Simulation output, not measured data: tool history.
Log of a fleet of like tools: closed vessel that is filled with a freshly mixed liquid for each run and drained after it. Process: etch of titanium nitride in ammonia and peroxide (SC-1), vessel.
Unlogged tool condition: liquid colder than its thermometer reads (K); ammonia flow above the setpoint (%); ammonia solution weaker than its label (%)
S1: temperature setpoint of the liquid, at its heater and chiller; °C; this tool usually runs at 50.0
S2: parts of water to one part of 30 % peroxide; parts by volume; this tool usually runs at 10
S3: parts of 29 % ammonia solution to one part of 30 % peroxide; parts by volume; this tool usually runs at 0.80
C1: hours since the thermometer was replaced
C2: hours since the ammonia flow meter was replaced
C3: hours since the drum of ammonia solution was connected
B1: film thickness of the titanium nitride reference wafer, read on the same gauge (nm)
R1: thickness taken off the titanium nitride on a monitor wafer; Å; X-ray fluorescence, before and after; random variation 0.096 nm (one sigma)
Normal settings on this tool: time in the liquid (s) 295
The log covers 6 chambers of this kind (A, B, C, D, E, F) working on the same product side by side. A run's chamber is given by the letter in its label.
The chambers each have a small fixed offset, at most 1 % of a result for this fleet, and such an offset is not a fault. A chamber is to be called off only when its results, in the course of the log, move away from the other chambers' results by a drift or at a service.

{"run": "1F", "hour": 2.9, "S1": 50.0, "S2": 10, "S3": 0.8, "time in the liquid (s)": 295, "C1": 277.0, "C2": 1174.5, "C3": 695.6, "B1": 59.973, "R1": 174.96}
{"run": "2C", "hour": 5.2, "S1": 50.0, "S2": 10, "S3": 0.8, "time in the liquid (s)": 295, "C1": 2093.9, "C2": 1636.4, "C3": 152.5, "B1": 59.987, "R1": 172.58}
{"run": "3D", "hour": 8.8, "S1": 50.0, "S2": 10, "S3": 0.8, "time in the liquid (s)": 295, "C1": 919.6, "C2": 239.1, "C3": 649.3, "B1": 60.004, "R1": 174.09}
{"hour": 11.0, "done": "chamber B: new drum of ammonia solution connected"}
{"run": "4E", "hour": 11.1, "S1": 50.0, "S2": 10, "S3": 0.8, "time in the liquid (s)": 295, "C1": 615.3, "C2": 327.7, "C3": 595.3, "B1": 59.998, "R1": 174.71}
{"run": "5A", "hour": 13.5, "S1": 50.0, "S2": 12, "S3": 0.8, "time in the liquid (s)": 295, "C1": 60.3, "C2": 643.8, "C3": 1087.5, "B1": 59.987, "R1": 157.3}
{"hour": 14.4, "done": "chamber A: new drum of ammonia solution connected"}
{"run": "6B", "hour": 17.9, "S1": 50.0, "S2": 12, "S3": 0.8, "time in the liquid (s)": 295, "C1": 289.1, "C2": 24.1, "C3": 6.9, "B1": 60.0, "R1": 158.21}
{"run": "7F", "hour": 20.9, "S1": 50.0, "S2": 12, "S3": 0.8, "time in the liquid (s)": 295, "C1": 295.0, "C2": 1192.5, "C3": 713.6, "B1": 59.983, "R1": 158.02}
{"run": "8A", "hour": 23.7, "S1": 50.0, "S2": 12, "S3": 0.8, "time in the liquid (s)": 295, "C1": 70.5, "C2": 654.0, "C3": 9.3, "B1": 59.999, "R1": 158.46}
{"run": "9D", "hour": 26.3, "S1": 50.0, "S2": 12, "S3": 0.8, "time in the liquid (s)": 295, "C1": 937.1, "C2": 256.6, "C3": 666.8, "B1": 59.974, "R1": 158.18}
{"run": "10E", "hour": 28.2, "S1": 50.0, "S2": 12, "S3": 0.8, "time in the liquid (s)": 295, "C1": 632.4, "C2": 344.8, "C3": 612.4, "B1": 60.008, "R1": 160.19}
{"run": "11B", "hour": 31.1, "S1": 50.0, "S2": 10, "S3": 0.8, "time in the liquid (s)": 295, "C1": 302.3, "C2": 37.3, "C3": 20.1, "B1": 59.985, "R1": 173.12}
{"run": "12C", "hour": 35.1, "S1": 50.0, "S2": 10, "S3": 0.8, "time in the liquid (s)": 295, "C1": 2123.8, "C2": 1666.3, "C3": 182.4, "B1": 59.994, "R1": 174.13}
{"run": "13B", "hour": 39.3, "S1": 50.0, "S2": 10, "S3": 0.8, "time in the liquid (s)": 295, "C1": 310.5, "C2": 45.5, "C3": 28.3, "B1": 59.992, "R1": 173.03}
{"run": "14A", "hour": 42.1, "S1": 50.0, "S2": 10, "S3": 0.8, "time in the liquid (s)": 295, "C1": 88.9, "C2": 672.4, "C3": 27.7, "B1": 59.996, "R1": 174.15}
{"hour": 42.6, "done": "chamber E: new drum of ammonia solution connected"}
{"run": "15D", "hour": 44.4, "S1": 50.0, "S2": 10, "S3": 0.8, "time in the liquid (s)": 295, "C1": 955.2, "C2": 274.7, "C3": 684.9, "B1": 59.972, "R1": 174.75}
{"run": "16E", "hour": 46.3, "S1": 50.0, "S2": 10, "S3": 0.8, "time in the liquid (s)": 295, "C1": 650.5, "C2": 362.9, "C3": 3.8, "B1": 59.988, "R1": 173.63}
{"run": "17F", "hour": 49.6, "S1": 50.0, "S2": 10, "S3": 0.8, "time in the liquid (s)": 295, "C1": 323.7, "C2": 1221.2, "C3": 742.3, "B1": 59.969, "R1": 172.58}
{"run": "18C", "hour": 53.4, "S1": 50.0, "S2": 10, "S3": 0.8, "time in the liquid (s)": 295, "C1": 2142.1, "C2": 1684.6, "C3": 200.7, "B1": 60.001, "R1": 174.08}
{"run": "19F", "hour": 55.9, "S1": 46.5, "S2": 10, "S3": 0.8, "time in the liquid (s)": 190, "C1": 330.0, "C2": 1227.5, "C3": 748.6, "B1": 60.01, "R1": 86.28}
{"run": "20E", "hour": 59.3, "S1": 46.5, "S2": 10, "S3": 0.8, "time in the liquid (s)": 190, "C1": 663.5, "C2": 375.9, "C3": 16.8, "B1": 59.99, "R1": 87.684}
{"run": "21B", "hour": 61.3, "S1": 46.5, "S2": 10, "S3": 0.8, "time in the liquid (s)": 190, "C1": 332.5, "C2": 67.5, "C3": 50.3, "B1": 60.004, "R1": 86.473}
{"run": "22A", "hour": 64.9, "S1": 46.5, "S2": 10, "S3": 0.8, "time in the liquid (s)": 190, "C1": 111.7, "C2": 695.2, "C3": 50.5, "B1": 59.991, "R1": 86.598}
{"run": "23C", "hour": 68.9, "S1": 46.5, "S2": 10, "S3": 0.8, "time in the liquid (s)": 190, "C1": 2157.6, "C2": 1700.1, "C3": 216.2, "B1": 60.012, "R1": 87.761}
{"run": "24D", "hour": 71.3, "S1": 46.5, "S2": 10, "S3": 0.8, "time in the liquid (s)": 190, "C1": 982.1, "C2": 301.6, "C3": 711.8, "B1": 60.024, "R1": 86.815}
{"run": "25B", "hour": 75.6, "S1": 50.0, "S2": 10, "S3": 0.8, "time in the liquid (s)": 295, "C1": 346.8, "C2": 81.8, "C3": 64.6, "B1": 59.98, "R1": 173.79}
{"run": "26D", "hour": 77.8, "S1": 50.0, "S2": 10, "S3": 0.8, "time in the liquid (s)": 295, "C1": 988.6, "C2": 308.1, "C3": 718.3, "B1": 60.014, "R1": 173.12}
{"run": "27E", "hour": 81.5, "S1": 50.0, "S2": 10, "S3": 0.8, "time in the liquid (s)": 295, "C1": 685.7, "C2": 398.1, "C3": 39.0, "B1": 60.003, "R1": 173.22}
{"run": "28C", "hour": 84.2, "S1": 50.0, "S2": 10, "S3": 0.8, "time in the liquid (s)": 295, "C1": 2172.9, "C2": 1715.4, "C3": 231.5, "B1": 60.04, "R1": 171.49}
{"run": "29A", "hour": 88.4, "S1": 50.0, "S2": 10, "S3": 0.8, "time in the liquid (s)": 295, "C1": 135.2, "C2": 718.7, "C3": 74.0, "B1": 59.974, "R1": 172.1}
{"run": "30F", "hour": 92.3, "S1": 50.0, "S2": 10, "S3": 0.8, "time in the liquid (s)": 295, "C1": 366.4, "C2": 1263.9, "C3": 785.0, "B1": 59.995, "R1": 170.86}
{"run": "31F", "hour": 95.9, "S1": 50.0, "S2": 14, "S3": 0.8, "time in the liquid (s)": 295, "C1": 370.0, "C2": 1267.5, "C3": 788.6, "B1": 60.009, "R1": 142.31}
{"hour": 98.4, "done": "chamber F: new drum of ammonia solution connected"}
{"run": "32C", "hour": 99.4, "S1": 50.0, "S2": 14, "S3": 0.8, "time in the liquid (s)": 295, "C1": 2188.1, "C2": 1730.6, "C3": 246.7, "B1": 59.997, "R1": 145.45}
{"run": "33B", "hour": 103.3, "S1": 50.0, "S2": 14, "S3": 0.8, "time in the liquid (s)": 295, "C1": 374.5, "C2": 109.5, "C3": 92.3, "B1": 60.0, "R1": 145.1}
{"run": "34E", "hour": 107.0, "S1": 50.0, "S2": 14, "S3": 0.8, "time in the liquid (s)": 295, "C1": 711.2, "C2": 423.6, "C3": 64.5, "B1": 59.973, "R1": 147.93}
{"run": "35A", "hour": 110.0, "S1": 50.0, "S2": 14, "S3": 0.8, "time in the liquid (s)": 295, "C1": 156.8, "C2": 740.3, "C3": 95.6, "B1": 59.996, "R1": 144.26}
{"run": "36D", "hour": 113.0, "S1": 50.0, "S2": 14, "S3": 0.8, "time in the liquid (s)": 295, "C1": 1023.8, "C2": 343.3, "C3": 753.5, "B1": 59.989, "R1": 147.32}
{"run": "37A", "hour": 116.4, "S1": 50.0, "S2": 10, "S3": 0.8, "time in the liquid (s)": 295, "C1": 163.2, "C2": 746.7, "C3": 102.0, "B1": 59.993, "R1": 174.65}
{"run": "38E", "hour": 118.6, "S1": 59.5, "S2": 10, "S3": 1.0, "time in the liquid (s)": 295, "C1": 722.8, "C2": 435.2, "C3": 76.1, "B1": 60.02, "R1": 346.24}
{"run": "39D", "hour": 121.8, "S1": 59.5, "S2": 10, "S3": 1.0, "time in the liquid (s)": 295, "C1": 1032.6, "C2": 352.1, "C3": 762.3, "B1": 60.013, "R1": 342.52}
{"run": "40C", "hour": 124.1, "S1": 59.5, "S2": 10, "S3": 1.0, "time in the liquid (s)": 295, "C1": 2212.8, "C2": 1755.3, "C3": 271.4, "B1": 59.994, "R1": 344.25}
{"run": "41B", "hour": 126.7, "S1": 59.5, "S2": 10, "S3": 1.0, "time in the liquid (s)": 295, "C1": 397.9, "C2": 132.9, "C3": 115.7, "B1": 59.994, "R1": 345.34}
{"run": "42F", "hour": 130.5, "S1": 59.5, "S2": 10, "S3": 1.0, "time in the liquid (s)": 295, "C1": 404.6, "C2": 1302.1, "C3": 32.1, "B1": 59.984, "R1": 336.89}
{"run": "43B", "hour": 134.6, "S1": 59.5, "S2": 10, "S3": 1.0, "time in the liquid (s)": 295, "C1": 405.8, "C2": 140.8, "C3": 123.6, "B1": 60.035, "R1": 343.32}
{"run": "44F", "hour": 136.7, "S1": 50.0, "S2": 6, "S3": 0.65, "time in the liquid (s)": 295, "C1": 410.8, "C2": 1308.3, "C3": 38.3, "B1": 59.983, "R1": 210.74}

Does one chamber stand apart from the rest, does the shared gauge drift, or is all well apart from small per-chamber offsets? Give the chamber and the most likely cause, where there is one.

One chamber, F, drifts off from the rest bit by bit.
Cause: liquid colder than its thermometer reads (K) = 0.641.

Below are 4 candidate recipes for chamber F's next run, each the usual settings with a change, their results shown as question marks. Which of them brings F's results back in line with what the other chambers give on the usual settings?
To be in line, a result may differ from the other chambers' mean on the usual settings by at most: R1 3.300 Å
{"run": "45F-1", "hour": 139.9, "S1": 49.5, "S2": 10, "S3": 0.8, "time in the liquid (s)": 295, "R1": "?"}
{"run": "45F-2", "hour": 139.9, "S1": 50.0, "S2": 10, "S3": 1.0, "time in the liquid (s)": 295, "R1": "?"}
{"run": "45F-3", "hour": 139.9, "S1": 49.0, "S2": 10, "S3": 0.8, "time in the liquid (s)": 295, "R1": "?"}
{"run": "45F-4", "hour": 139.9, "S1": 50.5, "S2": 10, "S3": 0.8, "time in the liquid (s)": 305, "R1": "?"}

The other chambers' mean on the usual settings: R1 173.500 Å
run=45F-1 R1=161.440
run=45F-2 R1=173.120
run=45F-3 R1=155.870
run=45F-4 R1=179.260
It is 45F-2 that realigns the chamber with its peers.

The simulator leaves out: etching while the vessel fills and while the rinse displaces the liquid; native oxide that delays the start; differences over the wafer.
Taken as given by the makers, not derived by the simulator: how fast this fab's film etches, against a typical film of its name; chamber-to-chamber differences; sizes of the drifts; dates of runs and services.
